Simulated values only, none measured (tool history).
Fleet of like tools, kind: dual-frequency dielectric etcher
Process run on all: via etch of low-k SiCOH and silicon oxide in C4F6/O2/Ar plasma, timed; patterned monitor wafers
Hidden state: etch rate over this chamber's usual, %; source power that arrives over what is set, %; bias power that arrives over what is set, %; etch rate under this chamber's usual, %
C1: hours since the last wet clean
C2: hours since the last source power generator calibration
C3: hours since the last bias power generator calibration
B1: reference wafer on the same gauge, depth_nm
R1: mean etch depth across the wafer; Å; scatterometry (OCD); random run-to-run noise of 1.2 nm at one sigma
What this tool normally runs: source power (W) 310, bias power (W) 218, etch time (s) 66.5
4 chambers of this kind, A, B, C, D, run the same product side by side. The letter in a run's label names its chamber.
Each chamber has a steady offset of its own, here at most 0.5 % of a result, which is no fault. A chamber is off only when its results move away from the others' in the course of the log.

{"day": 0.108, "done": "chamber C: wet clean of the chamber"}
{"run": "1C", "day": 0.188, "source power (W)": 310, "bias power (W)": 218, "etch time (s)": 66.5, "C1": 1.9, "C2": 2087.8, "C3": 445, "B1": 158.94, "R1": 1663.9}
{"run": "2B", "day": 0.333, "source power (W)": 310, "bias power (W)": 218, "etch time (s)": 66.5, "C1": 385.5, "C2": 611, "C3": 3106.5, "B1": 159.12, "R1": 1662.7}
{"run": "3D", "day": 0.483, "source power (W)": 310, "bias power (W)": 218, "etch time (s)": 66.5, "C1": 298.5, "C2": 12.4, "C3": 202.1, "B1": 159.03, "R1": 1678}
{"run": "4A", "day": 0.667, "source power (W)": 310, "bias power (W)": 218, "etch time (s)": 66.5, "C1": 291.9, "C2": 791.8, "C3": 1094.7, "B1": 158.93, "R1": 1690.6}
{"run": "5C", "day": 0.792, "source power (W)": 310, "bias power (W)": 218, "etch time (s)": 66.5, "C1": 16.4, "C2": 2102.3, "C3": 459.5, "B1": 159.01, "R1": 1670.6}
{"run": "6B", "day": 0.883, "source power (W)": 310, "bias power (W)": 218, "etch time (s)": 66.5, "C1": 398.7, "C2": 624.2, "C3": 3119.7, "B1": 159.09, "R1": 1661.3}
{"run": "7A", "day": 1.008, "source power (W)": 310, "bias power (W)": 218, "etch time (s)": 66.5, "C1": 300.1, "C2": 800, "C3": 1102.9, "B1": 158.94, "R1": 1687.7}
{"run": "8D", "day": 1.154, "source power (W)": 310, "bias power (W)": 218, "etch time (s)": 66.5, "C1": 314.6, "C2": 28.5, "C3": 218.2, "B1": 158.96, "R1": 1686.8}
{"run": "9B", "day": 1.275, "source power (W)": 230, "bias power (W)": 250, "etch time (s)": 66.5, "C1": 408.1, "C2": 633.6, "C3": 3129.1, "B1": 159.07, "R1": 1563.4}
{"run": "10C", "day": 1.383, "source power (W)": 230, "bias power (W)": 250, "etch time (s)": 66.5, "C1": 30.6, "C2": 2116.5, "C3": 473.7, "B1": 159.17, "R1": 1555.2}
{"run": "11D", "day": 1.546, "source power (W)": 230, "bias power (W)": 250, "etch time (s)": 66.5, "C1": 324, "C2": 37.9, "C3": 227.6, "B1": 158.88, "R1": 1570}
{"run": "12A", "day": 1.654, "source power (W)": 230, "bias power (W)": 250, "etch time (s)": 66.5, "C1": 315.6, "C2": 815.5, "C3": 1118.4, "B1": 158.99, "R1": 1577.9}
{"run": "13B", "day": 1.738, "source power (W)": 310, "bias power (W)": 218, "etch time (s)": 66.5, "C1": 419.2, "C2": 644.7, "C3": 3140.2, "B1": 158.68, "R1": 1672.3}
{"run": "14A", "day": 1.9, "source power (W)": 310, "bias power (W)": 218, "etch time (s)": 66.5, "C1": 321.5, "C2": 821.4, "C3": 1124.3, "B1": 158.7, "R1": 1687.2}
{"run": "15D", "day": 2.012, "source power (W)": 310, "bias power (W)": 218, "etch time (s)": 66.5, "C1": 335.2, "C2": 49.1, "C3": 238.8, "B1": 159.02, "R1": 1687.4}
{"run": "16C", "day": 2.104, "source power (W)": 310, "bias power (W)": 218, "etch time (s)": 66.5, "C1": 47.9, "C2": 2133.8, "C3": 491, "B1": 158.89, "R1": 1681.3}
{"day": 2.146, "done": "chamber A: wet clean of the chamber"}
{"run": "17A", "day": 2.288, "source power (W)": 310, "bias power (W)": 218, "etch time (s)": 66.5, "C1": 3.4, "C2": 830.7, "C3": 1133.6, "B1": 158.96, "R1": 1672.6}
{"run": "18C", "day": 2.404, "source power (W)": 310, "bias power (W)": 218, "etch time (s)": 66.5, "C1": 55.1, "C2": 2141, "C3": 498.2, "B1": 158.83, "R1": 1651.7}
{"run": "19D", "day": 2.517, "source power (W)": 310, "bias power (W)": 218, "etch time (s)": 66.5, "C1": 347.3, "C2": 61.2, "C3": 250.9, "B1": 158.91, "R1": 1675.5}
{"run": "20B", "day": 2.704, "source power (W)": 310, "bias power (W)": 218, "etch time (s)": 66.5, "C1": 442.4, "C2": 667.9, "C3": 3163.4, "B1": 158.98, "R1": 1677.9}
{"run": "21B", "day": 2.792, "source power (W)": 310, "bias power (W)": 218, "etch time (s)": 66.5, "C1": 444.5, "C2": 670, "C3": 3165.5, "B1": 159.03, "R1": 1660.9}
{"run": "22A", "day": 2.975, "source power (W)": 310, "bias power (W)": 218, "etch time (s)": 66.5, "C1": 19.9, "C2": 847.2, "C3": 1150.1, "B1": 159.2, "R1": 1661.1}
{"run": "23D", "day": 3.162, "source power (W)": 310, "bias power (W)": 218, "etch time (s)": 66.5, "C1": 362.8, "C2": 76.7, "C3": 266.4, "B1": 159.1, "R1": 1680.6}
{"run": "24C", "day": 3.35, "source power (W)": 310, "bias power (W)": 218, "etch time (s)": 66.5, "C1": 77.8, "C2": 2163.7, "C3": 520.9, "B1": 159.18, "R1": 1676.7}
{"run": "25B", "day": 3.508, "source power (W)": 310, "bias power (W)": 218, "etch time (s)": 66.5, "C1": 461.7, "C2": 687.2, "C3": 3182.7, "B1": 159.37, "R1": 1679.6}
{"run": "26D", "day": 3.675, "source power (W)": 260, "bias power (W)": 218, "etch time (s)": 66.5, "C1": 375.1, "C2": 89, "C3": 278.7, "B1": 159.33, "R1": 1557.5}
{"day": 3.683, "done": "chamber B: wet clean of the chamber"}
{"run": "27A", "day": 3.821, "source power (W)": 260, "bias power (W)": 218, "etch time (s)": 66.5, "C1": 40.2, "C2": 867.5, "C3": 1170.4, "B1": 158.99, "R1": 1576.5}
{"run": "28C", "day": 3.996, "source power (W)": 260, "bias power (W)": 218, "etch time (s)": 66.5, "C1": 93.3, "C2": 2179.2, "C3": 536.4, "B1": 158.86, "R1": 1566.5}
{"run": "29D", "day": 4.108, "source power (W)": 260, "bias power (W)": 218, "etch time (s)": 66.5, "C1": 385.5, "C2": 99.4, "C3": 289.1, "B1": 159.15, "R1": 1551.9}
{"run": "30C", "day": 4.212, "source power (W)": 310, "bias power (W)": 218, "etch time (s)": 66.5, "C1": 98.5, "C2": 2184.4, "C3": 541.6, "B1": 159.07, "R1": 1662.6}
{"run": "31B", "day": 4.379, "source power (W)": 310, "bias power (W)": 218, "etch time (s)": 66.5, "C1": 16.7, "C2": 708.1, "C3": 3203.6, "B1": 159.23, "R1": 1607.2}
{"run": "32A", "day": 4.512, "source power (W)": 310, "bias power (W)": 218, "etch time (s)": 66.5, "C1": 56.8, "C2": 884.1, "C3": 1187, "B1": 159.06, "R1": 1673.8}
{"run": "33B", "day": 4.629, "source power (W)": 310, "bias power (W)": 218, "etch time (s)": 66.5, "C1": 22.7, "C2": 714.1, "C3": 3209.6, "B1": 159.15, "R1": 1600.2}
{"run": "34C", "day": 4.75, "source power (W)": 310, "bias power (W)": 218, "etch time (s)": 66.5, "C1": 111.4, "C2": 2197.3, "C3": 554.5, "B1": 159.15, "R1": 1685.7}
{"run": "35D", "day": 4.896, "source power (W)": 310, "bias power (W)": 218, "etch time (s)": 66.5, "C1": 404.4, "C2": 118.3, "C3": 308, "B1": 159.04, "R1": 1674.6}
{"run": "36A", "day": 5.008, "source power (W)": 310, "bias power (W)": 218, "etch time (s)": 66.5, "C1": 68.7, "C2": 896, "C3": 1198.9, "B1": 159.05, "R1": 1661.9}
{"run": "37C", "day": 5.096, "source power (W)": 310, "bias power (W)": 259, "etch time (s)": 66.5, "C1": 119.7, "C2": 2205.6, "C3": 562.8, "B1": 158.98, "R1": 1744.1}
{"run": "38B", "day": 5.229, "source power (W)": 310, "bias power (W)": 259, "etch time (s)": 66.5, "C1": 37.1, "C2": 728.5, "C3": 3224, "B1": 158.78, "R1": 1710.2}
{"run": "39A", "day": 5.362, "source power (W)": 310, "bias power (W)": 259, "etch time (s)": 66.5, "C1": 77.2, "C2": 904.5, "C3": 1207.4, "B1": 158.84, "R1": 1778.8}
{"run": "40D", "day": 5.554, "source power (W)": 310, "bias power (W)": 259, "etch time (s)": 66.5, "C1": 420.2, "C2": 134.1, "C3": 323.8, "B1": 159.1, "R1": 1779.4}
{"run": "41B", "day": 5.667, "source power (W)": 310, "bias power (W)": 218, "etch time (s)": 66.5, "C1": 47.6, "C2": 739, "C3": 3234.5, "B1": 159.08, "R1": 1605.7}
{"run": "42C", "day": 5.829, "source power (W)": 310, "bias power (W)": 218, "etch time (s)": 66.5, "C1": 137.3, "C2": 2223.2, "C3": 580.4, "B1": 159.07, "R1": 1680.2}

Next, every chamber runs the same settings. What will each give?
{"run": "43A", "day": 5.967, "source power (W)": 270, "bias power (W)": 218, "etch time (s)": 66.5, "R1": "?"}
{"run": "43B", "day": 5.967, "source power (W)": 270, "bias power (W)": 218, "etch time (s)": 66.5, "R1": "?"}
{"run": "43C", "day": 5.967, "source power (W)": 270, "bias power (W)": 218, "etch time (s)": 66.5, "R1": "?"}
{"run": "43D", "day": 5.967, "source power (W)": 270, "bias power (W)": 218, "etch time (s)": 66.5, "R1": "?"}

run=43A R1=1578.9
run=43B R1=1520.1
run=43C R1=1601.7
run=43D R1=1601.7

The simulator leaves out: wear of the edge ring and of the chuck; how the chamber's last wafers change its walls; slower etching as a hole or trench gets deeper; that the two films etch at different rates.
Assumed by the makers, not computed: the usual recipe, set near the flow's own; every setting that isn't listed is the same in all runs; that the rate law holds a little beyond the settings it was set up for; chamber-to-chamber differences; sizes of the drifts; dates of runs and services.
